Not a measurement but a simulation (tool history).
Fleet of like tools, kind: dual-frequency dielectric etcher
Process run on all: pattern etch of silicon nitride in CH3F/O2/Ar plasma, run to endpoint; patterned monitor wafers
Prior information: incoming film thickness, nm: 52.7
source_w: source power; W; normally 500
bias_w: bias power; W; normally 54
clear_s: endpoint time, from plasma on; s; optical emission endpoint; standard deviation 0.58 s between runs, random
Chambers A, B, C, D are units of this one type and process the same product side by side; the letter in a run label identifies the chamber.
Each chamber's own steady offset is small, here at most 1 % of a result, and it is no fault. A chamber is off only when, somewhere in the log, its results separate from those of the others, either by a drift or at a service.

run	day	source_w	bias_w	clear_s
1B	0.271	500	54	77.133
2A	0.679	500	54	76.34
3D	1.042	500	54	77.283
4C	1.279	500	54	75.641
5B	1.771	500	54	77.463
# day 1.833: chamber C: bias power generator calibrated
6D	2.217	500	54	76.932
7C	2.571	500	54	76.009
8A	3.033	500	54	76.672
9D	3.317	500	54	77.003
10C	3.654	500	54	76.384
11B	4.033	500	54	76.739
12A	4.45	500	54	76.275
13D	4.929	500	54	77.662
# day 5.346: chamber C: wet clean of the chamber
14B	5.346	570	54	73.312
15C	5.671	570	54	74.148
16A	6.088	570	54	72.658
17C	6.462	570	54	73.114
# day 6.729: chamber B: wet clean of the chamber
18A	6.8	500	54	75.864
19D	7.142	500	54	77.072
# day 7.375: chamber A: bias power generator calibrated
20B	7.471	500	54	80.298
# day 7.675: chamber A: wet clean of the chamber
21D	7.817	500	54	77.012
22A	8.221	500	54	77.372
23C	8.596	500	54	76.224
24B	8.95	500	54	80.296
25C	9.3	500	54	76.17
26D	9.542	500	54	77.443
27B	9.85	500	54	79.913
28A	10.288	500	54	75.703
29A	10.629	500	54	76.242
30D	11.004	500	54	77.317
31B	11.442	500	54	80.33
32C	11.938	500	54	75.75
33C	12.367	620	47	73.518
34D	12.583	620	47	72.728
35A	13.008	620	47	73.255

Is one chamber out of step, is the gauge drifting, or do the chambers differ by no more than their own small offsets? For an off chamber, give its letter and the likeliest cause.

After it was serviced, chamber B no longer matches the other chambers.
Most likely cause: etch rate under this chamber's usual, % = 4.02.

Below are 4 candidate recipes for chamber B's next run, each the usual settings with a change, their results shown as question marks. Which of them brings B's results back in line with what the other chambers give on the usual settings?
A result is in line if it is within this distance of the other chambers' mean on the usual settings: clear_s 2 s
36B-1	13.362	560	54	?
36B-2	13.362	440	54	?
36B-3	13.362	390	54	?
36B-4	13.362	500	71	?

Other chambers, usual settings, mean: clear_s 76.679 s
run	clear_s
36B-1	76.953
36B-2	84.585
36B-3	88.666
36B-4	73.662
36B-1 brings the chamber back in line.

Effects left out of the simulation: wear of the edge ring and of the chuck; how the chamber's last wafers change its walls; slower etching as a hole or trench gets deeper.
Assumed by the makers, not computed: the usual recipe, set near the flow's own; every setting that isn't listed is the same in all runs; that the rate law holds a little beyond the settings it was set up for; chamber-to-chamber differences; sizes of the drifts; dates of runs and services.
